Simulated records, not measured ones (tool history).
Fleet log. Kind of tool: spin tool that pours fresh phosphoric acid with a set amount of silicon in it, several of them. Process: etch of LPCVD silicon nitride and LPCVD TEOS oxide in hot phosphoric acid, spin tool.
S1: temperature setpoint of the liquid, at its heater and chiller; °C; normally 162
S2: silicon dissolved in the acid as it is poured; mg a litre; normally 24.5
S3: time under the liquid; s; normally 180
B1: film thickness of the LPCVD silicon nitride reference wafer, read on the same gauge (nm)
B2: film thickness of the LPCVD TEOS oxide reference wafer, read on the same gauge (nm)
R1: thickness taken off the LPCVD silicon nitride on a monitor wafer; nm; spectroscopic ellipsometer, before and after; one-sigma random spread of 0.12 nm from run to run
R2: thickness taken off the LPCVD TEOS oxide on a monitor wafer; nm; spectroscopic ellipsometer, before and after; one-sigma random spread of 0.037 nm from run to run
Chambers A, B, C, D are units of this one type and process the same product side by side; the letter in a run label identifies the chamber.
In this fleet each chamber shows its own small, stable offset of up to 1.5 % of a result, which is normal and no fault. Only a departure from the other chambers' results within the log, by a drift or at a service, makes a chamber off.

Run 1C, day 0.429: usual settings; B1 89.998; B2 39.966. Result: R1 15.9260 nm, R2 0.37748 nm.
Run 2A, day 0.833: usual settings; B1 89.998; B2 40.009. Result: R1 16.1530 nm, R2 0.46043 nm.
Run 3D, day 1.125: usual settings; B1 90.003; B2 40.013. Result: R1 16.0440 nm, R2 0.41002 nm.
Run 4B, day 1.492: usual settings; B1 89.992; B2 40.025. Result: R1 15.5800 nm, R2 0.39947 nm.
Run 5A, day 1.917: usual settings; B1 90.007; B2 39.977. Result: R1 15.9680 nm, R2 0.45134 nm.
Run 6D, day 2.312: usual settings; B1 90.025; B2 40.007. Result: R1 15.6180 nm, R2 0.41281 nm.
Run 7B, day 2.796: usual settings; B1 89.968; B2 39.957. Result: R1 15.5160 nm, R2 0.52894 nm.
Run 8C, day 3.100: usual settings; B1 90.008; B2 39.931. Result: R1 15.6840 nm, R2 0.43450 nm.
Run 9C, day 3.554: usual settings; B1 90.029; B2 40.012. Result: R1 15.7550 nm, R2 0.46656 nm.
Run 10A, day 3.954: usual settings; B1 90.020; B2 39.998. Result: R1 15.8560 nm, R2 0.42561 nm.
Run 11D, day 4.350: usual settings; B1 89.987; B2 40.044. Result: R1 15.8530 nm, R2 0.39176 nm.
Run 12B, day 4.708: usual settings; B1 90.009; B2 39.996. Result: R1 15.4620 nm, R2 0.50624 nm.
Run 13A, day 5.100: usual settings; B1 90.022; B2 40.004. Result: R1 15.7870 nm, R2 0.47579 nm.
Run 14C, day 5.496: usual settings; B1 89.989; B2 39.959. Result: R1 15.7190 nm, R2 0.41634 nm.
Run 15D, day 5.792: usual settings; B1 90.008; B2 39.966. Result: R1 15.9650 nm, R2 0.40504 nm.
Run 16B, day 6.200: usual settings; B1 89.966; B2 39.993. Result: R1 15.1630 nm, R2 0.37752 nm.
Run 17A, day 6.475: usual settings; B1 90.016; B2 40.053. Result: R1 16.0900 nm, R2 0.51059 nm.
Run 18B, day 6.729: usual settings; B1 90.012; B2 40.022. Result: R1 15.3950 nm, R2 0.42306 nm.
Run 19D, day 7.046: usual settings but S3 110 s; B1 90.003; B2 40.011. Result: R1 9.7193 nm, R2 0.24846 nm.
Run 20C, day 7.525: usual settings but S3 110 s; B1 89.987; B2 39.957. Result: R1 9.6526 nm, R2 0.25731 nm.
Run 21C, day 7.867: usual settings but S3 110 s; B1 90.014; B2 40.032. Result: R1 9.5814 nm, R2 0.23508 nm.
Run 22B, day 8.183: usual settings but S3 110 s; B1 89.997; B2 39.961. Result: R1 9.3161 nm, R2 0.24539 nm.
Run 23A, day 8.592: usual settings; B1 90.016; B2 39.995. Result: R1 15.9030 nm, R2 0.45568 nm.
Run 24D, day 8.862: usual settings but S2 16.0 mg a litre; B1 89.994; B2 40.005. Result: R1 15.8680 nm, R2 0.55512 nm.
Run 25C, day 9.171: usual settings but S2 16.0 mg a litre; B1 90.032; B2 39.975. Result: R1 15.8290 nm, R2 0.60382 nm.
Run 26A, day 9.492: usual settings but S2 16.0 mg a litre; B1 89.993; B2 39.974. Result: R1 16.0830 nm, R2 0.52928 nm.
Run 27D, day 9.883: usual settings but S2 16.0 mg a litre; B1 89.998; B2 40.014. Result: R1 15.6580 nm, R2 0.52687 nm.
Run 28B, day 10.362: usual settings; B1 90.026; B2 40.030. Result: R1 15.0110 nm, R2 0.36661 nm.
Run 29A, day 10.600: usual settings; B1 89.973; B2 39.988. Result: R1 15.8370 nm, R2 0.41264 nm.
Run 30D, day 11.100: usual settings; B1 90.014; B2 39.983. Result: R1 15.6970 nm, R2 0.43855 nm.

Read the log: is a single chamber off, either drifting away or since a service, is the gauge that measures every chamber drifting, or is nothing wrong beyond small per-chamber offsets? Name any odd chamber and what most likely caused it.

One chamber, B, drifts off from the rest bit by bit.
Likeliest cause: temperature lost on the way to the wafer (K) = 1.5.
Not necessarily distinguishable in this log from: liquid colder than its thermometer reads (K).

Chamber B could run next with any of the 4 candidate recipes listed below; each alters the usual settings, and their results appear as question marks. Which one brings its results back in line with what the other chambers deliver on the usual settings?
Counts as in line when no further than this from what the other chambers average on the usual settings: R1 0.4000 nm; R2 0.13000 nm
Run 31B-1, day 11.462: usual settings but S2 26.0 mg a litre, S3 170 s. Result: R1 ?, R2 ?.
Run 31B-2, day 11.462: usual settings but S2 22.5 mg a litre, S3 200 s. Result: R1 ?, R2 ?.
Run 31B-3, day 11.462: usual settings but S2 26.5 mg a litre, S3 160 s. Result: R1 ?, R2 ?.
Run 31B-4, day 11.462: usual settings but S2 23.0 mg a litre, S3 190 s. Result: R1 ?, R2 ?.

Average result of the remaining chambers running the usual settings: R1 15.8240 nm; R2 0.43691 nm
  run       R1       R2
31B-1  14.0380  0.37321
31B-2  16.5150  0.49207
31B-3  13.2120  0.34520
31B-4  15.6900  0.46027
It is 31B-4 that realigns the chamber with its peers.
